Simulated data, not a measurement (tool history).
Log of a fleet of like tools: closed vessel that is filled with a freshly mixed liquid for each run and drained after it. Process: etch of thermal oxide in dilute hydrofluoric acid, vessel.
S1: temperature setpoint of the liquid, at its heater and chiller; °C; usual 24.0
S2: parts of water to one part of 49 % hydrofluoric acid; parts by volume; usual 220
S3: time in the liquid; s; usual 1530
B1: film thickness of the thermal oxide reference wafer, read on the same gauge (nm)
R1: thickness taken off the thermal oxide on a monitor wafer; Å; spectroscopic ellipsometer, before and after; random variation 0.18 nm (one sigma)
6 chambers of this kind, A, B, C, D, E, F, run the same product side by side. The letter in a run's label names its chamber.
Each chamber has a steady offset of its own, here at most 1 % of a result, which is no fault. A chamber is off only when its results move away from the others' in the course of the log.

Run 1F, hour 7.0: usual settings; B1 120.00. Result: R1 285.18 Å.
Run 2B, hour 13.8: usual settings; B1 120.00. Result: R1 287.69 Å.
Run 3C, hour 21.1: usual settings; B1 120.01. Result: R1 285.13 Å.
Run 4D, hour 29.0: usual settings; B1 120.00. Result: R1 288.30 Å.
Run 5E, hour 37.7: usual settings; B1 120.00. Result: R1 284.06 Å.
Run 6A, hour 47.2: usual settings; B1 120.01. Result: R1 288.68 Å.
Run 7A, hour 56.1: usual settings but S2 290 parts by volume, S3 2370 s; B1 119.99. Result: R1 310.44 Å.
Run 8C, hour 65.0: usual settings but S2 290 parts by volume, S3 2370 s; B1 120.02. Result: R1 310.54 Å.
Run 9F, hour 74.0: usual settings but S2 290 parts by volume, S3 2370 s; B1 120.01. Result: R1 315.55 Å.
Run 10B, hour 83.7: usual settings but S2 290 parts by volume, S3 2370 s; B1 119.98. Result: R1 314.08 Å.
Run 11E, hour 91.2: usual settings but S2 290 parts by volume, S3 2370 s; B1 119.96. Result: R1 313.01 Å.
Run 12D, hour 97.9: usual settings but S2 290 parts by volume, S3 2370 s; B1 120.02. Result: R1 313.40 Å.
Run 13B, hour 104.7: usual settings; B1 120.01. Result: R1 285.74 Å.
Run 14C, hour 110.1: usual settings; B1 119.99. Result: R1 283.96 Å.
Run 15D, hour 121.8: usual settings; B1 120.00. Result: R1 283.91 Å.
Run 16F, hour 129.6: usual settings; B1 119.96. Result: R1 286.26 Å.
Run 17A, hour 141.2: usual settings; B1 119.99. Result: R1 288.84 Å.
Run 18E, hour 146.8: usual settings; B1 120.01. Result: R1 282.49 Å.
Run 19A, hour 158.2: usual settings but S2 295 parts by volume, S3 1110 s; B1 119.98. Result: R1 143.61 Å.
Run 20E, hour 167.0: usual settings but S2 295 parts by volume, S3 1110 s; B1 120.00. Result: R1 143.16 Å.
Run 21B, hour 175.6: usual settings but S2 295 parts by volume, S3 1110 s; B1 119.99. Result: R1 145.14 Å.
Run 22D, hour 185.3: usual settings but S2 295 parts by volume, S3 1110 s; B1 119.97. Result: R1 142.96 Å.
Run 23C, hour 193.2: usual settings but S2 295 parts by volume, S3 1110 s; B1 120.00. Result: R1 142.52 Å.
Run 24F, hour 203.5: usual settings but S2 295 parts by volume, S3 1110 s; B1 120.02. Result: R1 144.75 Å.
Run 25F, hour 209.1: usual settings; B1 120.03. Result: R1 287.27 Å.
Run 26E, hour 215.9: usual settings; B1 120.01. Result: R1 285.42 Å.
Run 27B, hour 227.6: usual settings; B1 120.01. Result: R1 285.25 Å.
Run 28C, hour 236.9: usual settings; B1 120.00. Result: R1 287.35 Å.
Run 29D, hour 248.0: usual settings; B1 120.01. Result: R1 288.45 Å.
Run 30A, hour 258.5: usual settings but S1 22.5 °C, S2 285 parts by volume; B1 120.03. Result: R1 198.56 Å.
Run 31C, hour 268.6: usual settings but S1 22.5 °C, S2 285 parts by volume; B1 119.97. Result: R1 193.07 Å.
Run 32F, hour 275.8: usual settings but S1 22.5 °C, S2 285 parts by volume; B1 120.00. Result: R1 200.41 Å.
Run 33D, hour 286.6: usual settings but S1 22.5 °C, S2 285 parts by volume; B1 119.99. Result: R1 198.83 Å.
Run 34B, hour 294.4: usual settings but S1 22.5 °C, S2 285 parts by volume; B1 120.01. Result: R1 196.11 Å.
Run 35A, hour 303.1: usual settings but S1 22.5 °C, S2 285 parts by volume; B1 120.02. Result: R1 197.49 Å.
Run 36E, hour 311.7: usual settings; B1 120.03. Result: R1 287.72 Å.
At hour 312.2: chamber D: thermometer replaced.
Run 37F, hour 320.9: usual settings; B1 120.01. Result: R1 285.88 Å.
Run 38A, hour 326.3: usual settings; B1 120.00. Result: R1 286.10 Å.
Run 39C, hour 333.6: usual settings but S2 180 parts by volume, S3 770 s; B1 120.01. Result: R1 183.26 Å.
Run 40D, hour 344.0: usual settings but S2 180 parts by volume, S3 770 s; B1 120.06. Result: R1 184.87 Å.
Run 41E, hour 349.6: usual settings but S2 180 parts by volume, S3 770 s; B1 120.00. Result: R1 182.07 Å.
Run 42B, hour 361.3: usual settings but S2 180 parts by volume, S3 770 s; B1 119.97. Result: R1 184.22 Å.
Run 43D, hour 367.0: usual settings but S2 180 parts by volume, S3 770 s; B1 119.98. Result: R1 185.07 Å.

All 6 chambers run these settings next. Forecast each chamber's results:
Run 44A, hour 375.6: usual settings. Result: R1 ?.
Run 44B, hour 375.6: usual settings. Result: R1 ?.
Run 44C, hour 375.6: usual settings. Result: R1 ?.
Run 44D, hour 375.6: usual settings. Result: R1 ?.
Run 44E, hour 375.6: usual settings. Result: R1 ?.
Run 44F, hour 375.6: usual settings. Result: R1 ?.

run      R1
44A  287.18
44B  284.00
44C  280.83
44D  286.92
44E  286.54
44F  286.96
